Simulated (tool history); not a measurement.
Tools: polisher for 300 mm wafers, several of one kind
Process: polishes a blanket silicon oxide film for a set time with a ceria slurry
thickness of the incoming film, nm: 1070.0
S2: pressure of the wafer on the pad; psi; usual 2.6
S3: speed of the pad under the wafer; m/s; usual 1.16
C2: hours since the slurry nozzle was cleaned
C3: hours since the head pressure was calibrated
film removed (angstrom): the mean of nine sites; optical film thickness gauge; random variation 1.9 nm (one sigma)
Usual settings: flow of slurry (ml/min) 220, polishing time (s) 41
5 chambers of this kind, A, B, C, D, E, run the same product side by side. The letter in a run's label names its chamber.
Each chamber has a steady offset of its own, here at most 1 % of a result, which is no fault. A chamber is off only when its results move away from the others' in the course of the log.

{"run": "1C", "hour": 8.4, "flow of slurry (ml/min)": 220, "S2": 2.6, "S3": 1.16, "polishing time (s)": 41, "wafers polished on this pad": 208, "C2": 121.2, "C3": 284.2, "film removed (angstrom)": 2092.1}
{"run": "2D", "hour": 19.5, "flow of slurry (ml/min)": 220, "S2": 2.6, "S3": 1.16, "polishing time (s)": 41, "wafers polished on this pad": 583, "C2": 81.3, "C3": 534.9, "film removed (angstrom)": 2056.9}
{"run": "3B", "hour": 33.4, "flow of slurry (ml/min)": 220, "S2": 2.6, "S3": 1.16, "polishing time (s)": 41, "wafers polished on this pad": 1086, "C2": 143, "C3": 871.9, "film removed (angstrom)": 2100.1}
{"hour": 37.0, "done": "chamber A: worn pad replaced by a new one"}
{"run": "4A", "hour": 44.5, "flow of slurry (ml/min)": 220, "S2": 2.6, "S3": 1.16, "polishing time (s)": 41, "wafers polished on this pad": 66, "C2": 98, "C3": 122.7, "film removed (angstrom)": 2050.8}
{"hour": 57.9, "done": "chamber B: worn pad replaced by a new one"}
{"run": "5E", "hour": 58.1, "flow of slurry (ml/min)": 220, "S2": 2.6, "S3": 1.16, "polishing time (s)": 41, "wafers polished on this pad": 1046, "C2": 72.6, "C3": 115.1, "film removed (angstrom)": 2087}
{"run": "6A", "hour": 69.1, "flow of slurry (ml/min)": 220, "S2": 2.6, "S3": 1.16, "polishing time (s)": 41, "wafers polished on this pad": 282, "C2": 122.6, "C3": 147.3, "film removed (angstrom)": 2026.6}
{"run": "7E", "hour": 81.7, "flow of slurry (ml/min)": 220, "S2": 2.6, "S3": 1.16, "polishing time (s)": 41, "wafers polished on this pad": 1254, "C2": 96.2, "C3": 138.7, "film removed (angstrom)": 2065.3}
{"hour": 87.4, "done": "chamber E: worn pad replaced by a new one"}
{"run": "8D", "hour": 89.3, "flow of slurry (ml/min)": 220, "S2": 2.6, "S3": 1.16, "polishing time (s)": 41, "wafers polished on this pad": 1196, "C2": 151.1, "C3": 604.7, "film removed (angstrom)": 2038.3}
{"run": "9B", "hour": 99.2, "flow of slurry (ml/min)": 220, "S2": 2.6, "S3": 1.16, "polishing time (s)": 41, "wafers polished on this pad": 363, "C2": 208.8, "C3": 937.7, "film removed (angstrom)": 2068.5}
{"hour": 102.2, "done": "chamber C: worn pad replaced by a new one"}
{"hour": 109.5, "done": "chamber C: slurry nozzle cleaned"}
{"run": "10C", "hour": 109.5, "flow of slurry (ml/min)": 220, "S2": 2.6, "S3": 1.16, "polishing time (s)": 41, "wafers polished on this pad": 64, "C2": 0, "C3": 385.3, "film removed (angstrom)": 2068.8}
{"run": "11D", "hour": 116.0, "flow of slurry (ml/min)": 220, "S2": 2.6, "S3": 1.16, "polishing time (s)": 41, "wafers polished on this pad": 1431, "C2": 177.8, "C3": 631.4, "film removed (angstrom)": 2034.9}
{"run": "12A", "hour": 124.0, "flow of slurry (ml/min)": 220, "S2": 2.6, "S3": 1.16, "polishing time (s)": 41, "wafers polished on this pad": 765, "C2": 177.5, "C3": 202.2, "film removed (angstrom)": 2041.8}
{"run": "13B", "hour": 136.6, "flow of slurry (ml/min)": 220, "S2": 2.6, "S3": 1.16, "polishing time (s)": 41, "wafers polished on this pad": 691, "C2": 246.2, "C3": 975.1, "film removed (angstrom)": 2065.6}
{"run": "14C", "hour": 146.1, "flow of slurry (ml/min)": 220, "S2": 2.6, "S3": 1.16, "polishing time (s)": 41, "wafers polished on this pad": 386, "C2": 36.6, "C3": 421.9, "film removed (angstrom)": 2072.5}
{"run": "15E", "hour": 155.4, "flow of slurry (ml/min)": 220, "S2": 2.6, "S3": 1.16, "polishing time (s)": 41, "wafers polished on this pad": 598, "C2": 169.9, "C3": 212.4, "film removed (angstrom)": 2068}
{"run": "16C", "hour": 163.7, "flow of slurry (ml/min)": 220, "S2": 2.6, "S3": 1.16, "polishing time (s)": 41, "wafers polished on this pad": 540, "C2": 54.2, "C3": 439.5, "film removed (angstrom)": 2049.9}
{"hour": 173.5, "done": "chamber B: worn pad replaced by a new one"}
{"run": "17E", "hour": 174.8, "flow of slurry (ml/min)": 220, "S2": 2.6, "S3": 1.16, "polishing time (s)": 41, "wafers polished on this pad": 768, "C2": 189.3, "C3": 231.8, "film removed (angstrom)": 2096.4}
{"hour": 180.8, "done": "chamber B: head pressure recalibrated"}
{"run": "18B", "hour": 186.5, "flow of slurry (ml/min)": 220, "S2": 2.6, "S3": 1.16, "polishing time (s)": 41, "wafers polished on this pad": 114, "C2": 296.1, "C3": 5.7, "film removed (angstrom)": 2044}
{"hour": 195.1, "done": "chamber A: worn pad replaced by a new one"}
{"run": "19A", "hour": 197.2, "flow of slurry (ml/min)": 165, "S2": 2.6, "S3": 1.16, "polishing time (s)": 41, "wafers polished on this pad": 18, "C2": 250.7, "C3": 275.4, "film removed (angstrom)": 1980.6}
{"run": "20D", "hour": 208.9, "flow of slurry (ml/min)": 165, "S2": 2.6, "S3": 1.16, "polishing time (s)": 41, "wafers polished on this pad": 2248, "C2": 270.7, "C3": 724.3, "film removed (angstrom)": 1844.3}
{"hour": 220.6, "done": "chamber B: slurry nozzle cleaned"}
{"run": "21C", "hour": 223.2, "flow of slurry (ml/min)": 165, "S2": 2.6, "S3": 1.16, "polishing time (s)": 41, "wafers polished on this pad": 1063, "C2": 113.7, "C3": 499, "film removed (angstrom)": 1977.1}
{"hour": 225.4, "done": "chamber C: worn pad replaced by a new one"}
{"run": "22A", "hour": 231.5, "flow of slurry (ml/min)": 165, "S2": 2.6, "S3": 1.16, "polishing time (s)": 41, "wafers polished on this pad": 320, "C2": 285, "C3": 309.7, "film removed (angstrom)": 1962.7}
{"hour": 238.9, "done": "chamber E: worn pad replaced by a new one"}
{"run": "23E", "hour": 243.4, "flow of slurry (ml/min)": 165, "S2": 2.6, "S3": 1.16, "polishing time (s)": 41, "wafers polished on this pad": 40, "C2": 257.9, "C3": 300.4, "film removed (angstrom)": 1975.6}
{"run": "24D", "hour": 255.2, "flow of slurry (ml/min)": 220, "S2": 2.6, "S3": 1.16, "polishing time (s)": 41, "wafers polished on this pad": 2655, "C2": 317, "C3": 770.6, "film removed (angstrom)": 1983.9}
{"run": "25B", "hour": 269.1, "flow of slurry (ml/min)": 220, "S2": 2.6, "S3": 1.16, "polishing time (s)": 41, "wafers polished on this pad": 840, "C2": 48.5, "C3": 88.3, "film removed (angstrom)": 2027.2}
{"run": "26D", "hour": 278.8, "flow of slurry (ml/min)": 220, "S2": 2.6, "S3": 1.16, "polishing time (s)": 41, "wafers polished on this pad": 2862, "C2": 340.6, "C3": 794.2, "film removed (angstrom)": 1923.6}
{"run": "27B", "hour": 285.3, "flow of slurry (ml/min)": 220, "S2": 2.6, "S3": 1.16, "polishing time (s)": 41, "wafers polished on this pad": 983, "C2": 64.7, "C3": 104.5, "film removed (angstrom)": 2057.2}
{"hour": 291.4, "done": "chamber B: worn pad replaced by a new one"}
{"run": "28A", "hour": 294.1, "flow of slurry (ml/min)": 220, "S2": 3.2, "S3": 1.16, "polishing time (s)": 50, "wafers polished on this pad": 870, "C2": 347.6, "C3": 372.3, "film removed (angstrom)": 3039.1}
{"run": "29E", "hour": 305.4, "flow of slurry (ml/min)": 220, "S2": 3.2, "S3": 1.16, "polishing time (s)": 50, "wafers polished on this pad": 585, "C2": 319.9, "C3": 362.4, "film removed (angstrom)": 3139.8}
{"run": "30C", "hour": 317.4, "flow of slurry (ml/min)": 220, "S2": 3.2, "S3": 1.16, "polishing time (s)": 50, "wafers polished on this pad": 809, "C2": 207.9, "C3": 593.2, "film removed (angstrom)": 3091.1}
{"run": "31B", "hour": 328.8, "flow of slurry (ml/min)": 220, "S2": 3.2, "S3": 1.16, "polishing time (s)": 50, "wafers polished on this pad": 328, "C2": 108.2, "C3": 148, "film removed (angstrom)": 3064.7}
{"run": "32A", "hour": 341.7, "flow of slurry (ml/min)": 220, "S2": 3.2, "S3": 1.16, "polishing time (s)": 50, "wafers polished on this pad": 1288, "C2": 395.2, "C3": 419.9, "film removed (angstrom)": 3081.3}
{"hour": 343.1, "done": "chamber C: slurry nozzle cleaned"}
{"run": "33E", "hour": 355.7, "flow of slurry (ml/min)": 220, "S2": 2.6, "S3": 1.16, "polishing time (s)": 41, "wafers polished on this pad": 1027, "C2": 370.2, "C3": 412.7, "film removed (angstrom)": 2049.5}
{"hour": 363.0, "done": "chamber A: worn pad replaced by a new one"}
{"run": "34D", "hour": 368.0, "flow of slurry (ml/min)": 220, "S2": 2.6, "S3": 1.16, "polishing time (s)": 41, "wafers polished on this pad": 3646, "C2": 429.8, "C3": 883.4, "film removed (angstrom)": 1868.9}
{"hour": 372.4, "done": "chamber C: worn pad replaced by a new one"}
{"hour": 376.4, "done": "chamber E: worn pad replaced by a new one"}
{"run": "35C", "hour": 380.7, "flow of slurry (ml/min)": 220, "S2": 2.2, "S3": 1.16, "polishing time (s)": 41, "wafers polished on this pad": 73, "C2": 37.6, "C3": 656.5, "film removed (angstrom)": 1750}
{"run": "36A", "hour": 392.8, "flow of slurry (ml/min)": 220, "S2": 2.2, "S3": 1.16, "polishing time (s)": 41, "wafers polished on this pad": 262, "C2": 446.3, "C3": 471, "film removed (angstrom)": 1738.4}
{"run": "37C", "hour": 406.4, "flow of slurry (ml/min)": 220, "S2": 2.2, "S3": 1.16, "polishing time (s)": 41, "wafers polished on this pad": 299, "C2": 63.3, "C3": 682.2, "film removed (angstrom)": 1760.4}
{"run": "38B", "hour": 420.6, "flow of slurry (ml/min)": 220, "S2": 2.2, "S3": 1.16, "polishing time (s)": 41, "wafers polished on this pad": 1135, "C2": 200, "C3": 239.8, "film removed (angstrom)": 1752.3}
{"run": "39D", "hour": 433.8, "flow of slurry (ml/min)": 220, "S2": 2.2, "S3": 1.16, "polishing time (s)": 41, "wafers polished on this pad": 4224, "C2": 495.6, "C3": 949.2, "film removed (angstrom)": 1545.3}
{"run": "40E", "hour": 445.5, "flow of slurry (ml/min)": 220, "S2": 2.6, "S3": 1.16, "polishing time (s)": 29, "wafers polished on this pad": 607, "C2": 460, "C3": 502.5, "film removed (angstrom)": 1433.5}
{"run": "41D", "hour": 459.2, "flow of slurry (ml/min)": 220, "S2": 2.6, "S3": 1.16, "polishing time (s)": 29, "wafers polished on this pad": 4448, "C2": 521, "C3": 974.6, "film removed (angstrom)": 1291.9}

Is one chamber off against the others, does the gauge drift, or is nothing wrong? If a chamber is off, say which, and what the likeliest cause is.

Chamber D drifts away from the others.
Cause: removal rate lost through wear of the pad, % = 10.4.
The log may not tell that from: head's pressure below its setpoint, %.

Here are 4 candidates for chamber D's next run, each the usual settings with a change, their results left as question marks. Which one brings its results back in line with what the others give on the usual settings?
In line means no further than this from the other chambers' mean on the usual settings: film removed (angstrom) 65
{"run": "42D-1", "hour": 469.4, "flow of slurry (ml/min)": 215, "S2": 2.6, "S3": 1.16, "polishing time (s)": 36, "film removed (angstrom)": "?"}
{"run": "42D-2", "hour": 469.4, "flow of slurry (ml/min)": 220, "S2": 2.6, "S3": 1.24, "polishing time (s)": 43, "film removed (angstrom)": "?"}
{"run": "42D-3", "hour": 469.4, "flow of slurry (ml/min)": 220, "S2": 2.5, "S3": 1.16, "polishing time (s)": 40, "film removed (angstrom)": "?"}
{"run": "42D-4", "hour": 469.4, "flow of slurry (ml/min)": 220, "S2": 2.8, "S3": 1.16, "polishing time (s)": 41, "film removed (angstrom)": "?"}

The other chambers' mean on the usual settings: film removed (angstrom) 2063
run=42D-1 film_removed_(angstrom)=1603.3
run=42D-2 film_removed_(angstrom)=2054.2
run=42D-3 film_removed_(angstrom)=1717
run=42D-4 film_removed_(angstrom)=1973.6
42D-2 brings the chamber back in line.
